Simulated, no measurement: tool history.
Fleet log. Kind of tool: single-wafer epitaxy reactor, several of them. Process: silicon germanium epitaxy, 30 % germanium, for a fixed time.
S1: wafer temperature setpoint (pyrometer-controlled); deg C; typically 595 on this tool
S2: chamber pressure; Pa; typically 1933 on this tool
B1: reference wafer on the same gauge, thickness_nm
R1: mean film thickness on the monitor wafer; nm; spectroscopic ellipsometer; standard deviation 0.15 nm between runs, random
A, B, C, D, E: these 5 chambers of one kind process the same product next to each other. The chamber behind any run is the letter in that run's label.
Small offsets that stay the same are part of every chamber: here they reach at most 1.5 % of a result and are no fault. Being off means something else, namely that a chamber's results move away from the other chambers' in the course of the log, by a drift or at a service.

Run 1A, hour 13.6: usual settings; B1 50.822. Result: R1 47.391 nm.
Run 2D, hour 21.3: usual settings; B1 50.781. Result: R1 47.213 nm.
Run 3B, hour 33.5: usual settings; B1 50.791. Result: R1 46.984 nm.
Run 4C, hour 42.2: usual settings; B1 50.784. Result: R1 46.912 nm.
Run 5E, hour 51.9: usual settings; B1 50.779. Result: R1 47.758 nm.
Run 6B, hour 65.9: usual settings; B1 50.783. Result: R1 46.528 nm.
Run 7E, hour 80.1: usual settings but S1 588 deg C, S2 1467 Pa; B1 50.782. Result: R1 37.278 nm.
Run 8A, hour 89.1: usual settings but S1 588 deg C, S2 1467 Pa; B1 50.781. Result: R1 37.23 nm.
Run 9D, hour 100.4: usual settings but S1 588 deg C, S2 1467 Pa; B1 50.774. Result: R1 37.093 nm.
At hour 108.7: chamber E: capacitance manometer re-zeroed and calibrated.
Run 10C, hour 114.6: usual settings but S1 588 deg C, S2 1467 Pa; B1 50.835. Result: R1 37.14 nm.
Run 11E, hour 127.5: usual settings but S1 588 deg C, S2 1467 Pa; B1 50.841. Result: R1 36.1 nm.
Run 12C, hour 141.2: usual settings but S1 589 deg C, S2 2280 Pa; B1 50.814. Result: R1 44.987 nm.
At hour 141.6: chamber B: capacitance manometer re-zeroed and calibrated.
Run 13B, hour 156.1: usual settings but S1 589 deg C, S2 2280 Pa; B1 50.823. Result: R1 44.687 nm.
Run 14A, hour 170.9: usual settings but S1 589 deg C, S2 2280 Pa; B1 50.781. Result: R1 45.425 nm.
Run 15D, hour 183.2: usual settings but S1 589 deg C, S2 2280 Pa; B1 50.788. Result: R1 45.15 nm.
Run 16A, hour 197.2: usual settings but S1 589 deg C, S2 2280 Pa; B1 50.817. Result: R1 45.184 nm.
Run 17B, hour 207.1: usual settings; B1 50.807. Result: R1 46.585 nm.
Run 18E, hour 219.9: usual settings; B1 50.822. Result: R1 46.026 nm.
Run 19D, hour 230.2: usual settings but S2 2373 Pa; B1 50.771. Result: R1 51.617 nm.
Run 20C, hour 242.5: usual settings but S2 2373 Pa; B1 50.789. Result: R1 51.14 nm.
Run 21D, hour 255.4: usual settings but S2 2373 Pa; B1 50.81. Result: R1 51.31 nm.
Run 22E, hour 266.1: usual settings but S2 2373 Pa; B1 50.789. Result: R1 50.08 nm.
Run 23C, hour 275.3: usual settings but S2 2373 Pa; B1 50.766. Result: R1 51.143 nm.
Run 24A, hour 285.1: usual settings; B1 50.81. Result: R1 47.497 nm.
Run 25B, hour 297.2: usual settings; B1 50.789. Result: R1 46.964 nm.
Run 26E, hour 309.4: usual settings; B1 50.782. Result: R1 46.135 nm.
Run 27B, hour 321.1: usual settings; B1 50.801. Result: R1 46.791 nm.
Run 28C, hour 331.6: usual settings; B1 50.847. Result: R1 47.389 nm.
Run 29A, hour 339.6: usual settings; B1 50.802. Result: R1 47.703 nm.
Run 30D, hour 353.4: usual settings; B1 50.787. Result: R1 47.57 nm.

For the next run the whole fleet of 5 chambers uses the same settings. Give each chamber's results:
Run 31A, hour 364.2: usual settings. Result: R1 ?.
Run 31B, hour 364.2: usual settings. Result: R1 ?.
Run 31C, hour 364.2: usual settings. Result: R1 ?.
Run 31D, hour 364.2: usual settings. Result: R1 ?.
Run 31E, hour 364.2: usual settings. Result: R1 ?.

run      R1
31A  47.319
31B  46.706
31C  47.296
31D  47.279
31E  46.356
